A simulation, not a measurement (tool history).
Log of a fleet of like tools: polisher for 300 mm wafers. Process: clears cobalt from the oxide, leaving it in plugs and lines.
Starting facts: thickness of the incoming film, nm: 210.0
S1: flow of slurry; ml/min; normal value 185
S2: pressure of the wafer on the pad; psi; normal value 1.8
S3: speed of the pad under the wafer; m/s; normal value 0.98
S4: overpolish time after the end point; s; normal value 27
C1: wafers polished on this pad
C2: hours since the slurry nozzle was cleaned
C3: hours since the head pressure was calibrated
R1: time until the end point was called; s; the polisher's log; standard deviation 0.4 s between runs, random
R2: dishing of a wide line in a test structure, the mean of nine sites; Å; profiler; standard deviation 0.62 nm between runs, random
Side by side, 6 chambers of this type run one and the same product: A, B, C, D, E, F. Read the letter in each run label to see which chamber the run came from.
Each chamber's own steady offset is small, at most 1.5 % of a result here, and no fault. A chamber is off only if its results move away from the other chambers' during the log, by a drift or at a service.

Run 1B, day 0.125: usual settings; C1 1038; C2 553.1; C3 422.1. Result: R1 41.348 s, R2 526.83 Å.
Run 2F, day 0.246: usual settings; C1 526; C2 65.1; C3 92.3. Result: R1 40.993 s, R2 523.47 Å.
Run 3C, day 0.4: usual settings; C1 140; C2 128; C3 427. Result: R1 41.622 s, R2 513.32 Å.
At day 0.454: chamber E: slurry nozzle cleaned.
Run 4E, day 0.529: usual settings; C1 406; C2 1.8; C3 1197.7. Result: R1 41.328 s, R2 531.58 Å.
Run 5A, day 0.679: usual settings; C1 595; C2 57.9; C3 444.5. Result: R1 40.201 s, R2 538.5 Å.
Run 6D, day 0.817: usual settings; C1 596; C2 411.9; C3 289.9. Result: R1 41.939 s, R2 529.7 Å.
Run 7C, day 1.004: usual settings but S1 210 ml/min; C1 228; C2 142.5; C3 441.5. Result: R1 40.504 s, R2 529.52 Å.
Run 8D, day 1.104: usual settings but S1 210 ml/min; C1 638; C2 418.8; C3 296.8. Result: R1 40.792 s, R2 533.74 Å.
Run 9A, day 1.25: usual settings but S1 210 ml/min; C1 678; C2 71.6; C3 458.2. Result: R1 40.366 s, R2 527.71 Å.
At day 1.262: chamber B: worn pad replaced by a new one.
Run 10B, day 1.442: usual settings but S1 210 ml/min; C1 26; C2 584.7; C3 453.7. Result: R1 40.647 s, R2 538.01 Å.
Run 11F, day 1.542: usual settings but S1 210 ml/min; C1 715; C2 96.2; C3 123.4. Result: R1 40.506 s, R2 538.16 Å.
Run 12E, day 1.65: usual settings but S1 210 ml/min; C1 569; C2 28.7; C3 1224.6. Result: R1 41.083 s, R2 527.69 Å.
At day 1.654: chamber A: worn pad replaced by a new one.
Run 13B, day 1.746: usual settings; C1 70; C2 592; C3 461. Result: R1 42.016 s, R2 530.04 Å.
Run 14F, day 1.871: usual settings; C1 763; C2 104.1; C3 131.3. Result: R1 40.938 s, R2 542.98 Å.
Run 15C, day 1.975: usual settings; C1 369; C2 165.8; C3 464.8. Result: R1 41.856 s, R2 528.75 Å.
Run 16E, day 2.1: usual settings; C1 634; C2 39.5; C3 1235.4. Result: R1 42.603 s, R2 521.74 Å.
Run 17A, day 2.212: usual settings but S3 1.14 m/s; C1 81; C2 94.7; C3 481.3. Result: R1 35.271 s, R2 550.56 Å.
Run 18D, day 2.375: usual settings but S3 1.14 m/s; C1 823; C2 449.3; C3 327.3. Result: R1 35.552 s, R2 547.03 Å.
Run 19F, day 2.567: usual settings but S3 1.14 m/s; C1 864; C2 120.8; C3 148. Result: R1 34.543 s, R2 556.71 Å.
At day 2.596: chamber F: worn pad replaced by a new one.
Run 20C, day 2.738: usual settings but S3 1.14 m/s; C1 480; C2 184.1; C3 483.1. Result: R1 35.106 s, R2 550.83 Å.
Run 21D, day 2.904: usual settings but S3 1.14 m/s; C1 900; C2 462; C3 340. Result: R1 35.566 s, R2 557.28 Å.
Run 22B, day 3.054: usual settings but S3 1.14 m/s; C1 260; C2 623.4; C3 492.4. Result: R1 35.144 s, R2 553.6 Å.
Run 23E, day 3.15: usual settings; C1 787; C2 64.7; C3 1260.6. Result: R1 42.389 s, R2 526.42 Å.
Run 24A, day 3.233: usual settings; C1 229; C2 119.2; C3 505.8. Result: R1 40.092 s, R2 529.38 Å.
Run 25B, day 3.354: usual settings; C1 304; C2 630.6; C3 499.6. Result: R1 41.586 s, R2 540.87 Å.
At day 3.421: chamber C: head pressure recalibrated.
Run 26D, day 3.454: usual settings; C1 980; C2 475.2; C3 353.2. Result: R1 40.9 s, R2 527.72 Å.
At day 3.604: chamber C: worn pad replaced by a new one.
Run 27E, day 3.638: usual settings; C1 858; C2 76.4; C3 1272.3. Result: R1 43.254 s, R2 533.94 Å.
Run 28F, day 3.729: usual settings; C1 164; C2 148.7; C3 175.9. Result: R1 40.743 s, R2 537.86 Å.
Run 29A, day 3.892: usual settings; C1 325; C2 135; C3 521.6. Result: R1 40.15 s, R2 529.43 Å.
Run 30C, day 4.017: usual settings; C1 60; C2 214.8; C3 14.4. Result: R1 40.965 s, R2 522.75 Å.
Run 31F, day 4.162: usual settings; C1 227; C2 159.1; C3 186.3. Result: R1 40.001 s, R2 515.91 Å.
Run 32D, day 4.329: usual settings but S1 235 ml/min, S3 0.76 m/s; C1 1107; C2 496.2; C3 374.2. Result: R1 52.301 s, R2 487.67 Å.
Run 33E, day 4.458: usual settings but S1 235 ml/min, S3 0.76 m/s; C1 977; C2 96.1; C3 1292. Result: R1 54.952 s, R2 499.03 Å.
Run 34A, day 4.65: usual settings but S1 235 ml/min, S3 0.76 m/s; C1 435; C2 153.2; C3 539.8. Result: R1 50.493 s, R2 506.04 Å.
Run 35B, day 4.812: usual settings but S1 235 ml/min, S3 0.76 m/s; C1 516; C2 665.6; C3 534.6. Result: R1 52.365 s, R2 506.86 Å.
Run 36C, day 4.946: usual settings but S1 235 ml/min, S3 0.76 m/s; C1 195; C2 237.1; C3 36.7. Result: R1 52.193 s, R2 498.87 Å.
Run 37A, day 5.108: usual settings but S1 235 ml/min, S3 0.76 m/s; C1 502; C2 164.2; C3 550.8. Result: R1 50.567 s, R2 492.18 Å.
Run 38C, day 5.275: usual settings; C1 243; C2 245; C3 44.6. Result: R1 41.284 s, R2 535.27 Å.

Is one chamber off against the others, does the gauge drift, or is nothing wrong? If a chamber is off, say which, and what the likeliest cause is.

It is chamber E that slowly wanders off from its peers.
What lies behind it: removal rate lost through wear of the pad, % = 8.21.
The log may not tell that from: slurry flow missing at the pad, %; head's pressure below its setpoint, %.

Here are 4 candidates for chamber E's next run, each the usual settings with a change, their results left as question marks. Which one brings its results back in line with what the others give on the usual settings?
In line here means within this much of the mean the other chambers give on the usual settings: R1 1.4 s; R2 22 Å
Run 39E-1, day 5.412: usual settings but S2 1.9 psi, S3 1.02 m/s. Result: R1 ?, R2 ?.
Run 39E-2, day 5.412: usual settings but S3 0.96 m/s. Result: R1 ?, R2 ?.
Run 39E-3, day 5.412: usual settings but S3 1 m/s. Result: R1 ?, R2 ?.
Run 39E-4, day 5.412: usual settings but S2 1.7 psi, S3 0.94 m/s. Result: R1 ?, R2 ?.

The other chambers' mean on the usual settings: R1 41.131 s; R2 530.63 Å
  run      R1      R2
39E-1   40.69  523.17
39E-2  45.603  508.14
39E-3  43.806   513.7
39E-4  49.309  496.57
The answer is 39E-1, which returns the chamber to within the allowed miss of the others.
